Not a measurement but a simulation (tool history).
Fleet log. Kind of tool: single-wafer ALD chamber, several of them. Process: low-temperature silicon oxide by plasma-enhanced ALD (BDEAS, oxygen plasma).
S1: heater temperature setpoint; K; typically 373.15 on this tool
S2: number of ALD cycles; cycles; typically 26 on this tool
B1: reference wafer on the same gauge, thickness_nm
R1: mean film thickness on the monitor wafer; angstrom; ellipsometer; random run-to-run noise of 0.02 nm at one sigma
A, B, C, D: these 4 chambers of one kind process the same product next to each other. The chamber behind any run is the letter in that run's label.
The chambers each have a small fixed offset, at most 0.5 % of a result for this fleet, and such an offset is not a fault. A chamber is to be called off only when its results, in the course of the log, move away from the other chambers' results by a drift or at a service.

run,day,S1,S2,B1,R1
1C,0.246,373.15,26,3.4642,37.125
2A,0.408,373.15,26,3.4637,36.915
3B,0.558,373.15,26,3.4662,36.99
4D,0.717,373.15,26,3.4705,36.913
5C,0.9,373.15,26,3.4672,37.294
6B,1.188,373.15,26,3.4693,37.229
7A,1.321,373.15,26,3.4658,37.626
8D,1.542,373.15,26,3.4683,37.16
9A,1.746,373.15,26,3.4703,36.898
10D,1.946,373.15,23,3.473,32.5
11C,2.146,373.15,23,3.4712,33.209
12B,2.396,373.15,23,3.4726,33.149
13B,2.658,373.15,23,3.4742,33.065
14D,2.817,373.15,26,3.4718,37.16
15A,3.058,373.15,29,3.4697,41.323
16C,3.312,373.15,29,3.4687,41.173
17C,3.483,373.15,29,3.4741,41.668
18B,3.775,373.15,29,3.473,41.779
19A,3.983,373.15,26,3.4733,37.076
20D,4.179,373.15,30,3.4701,42.655
21D,4.396,373.15,30,3.4725,42.597
22B,4.55,373.15,30,3.4716,42.848
23C,4.829,373.15,30,3.4666,42.948
24A,5.017,373.15,26,3.4674,37.276
25D,5.192,373.15,26,3.4697,37.186
26B,5.362,373.15,26,3.4701,37.091
27C,5.562,373.15,26,3.4688,37.07
28A,5.783,361.15,23,3.4651,34.092
29D,5.933,361.15,23,3.4689,34.115
30C,6.204,361.15,23,3.4731,34.458
31B,6.45,361.15,23,3.4687,34.533
32A,6.642,373.15,26,3.4685,37.323
33C,6.867,373.15,30,3.4727,42.88
34D,7.162,373.15,30,3.4702,43.067
35B,7.379,373.15,30,3.4752,42.924
36A,7.567,373.15,30,3.4694,43.051
37A,7.842,373.15,26,3.466,37.188
38C,8,373.15,26,3.471,37.053
39D,8.183,373.15,26,3.4716,37.177
40B,8.354,373.15,26,3.4629,36.839
41A,8.633,368.15,28,3.4712,41.109

Is one chamber off against the others, does the gauge drift, or is nothing wrong? If a chamber is off, say which, and what the likeliest cause is.

No chamber stands off beyond its own small offset, and the gauge holds steady.
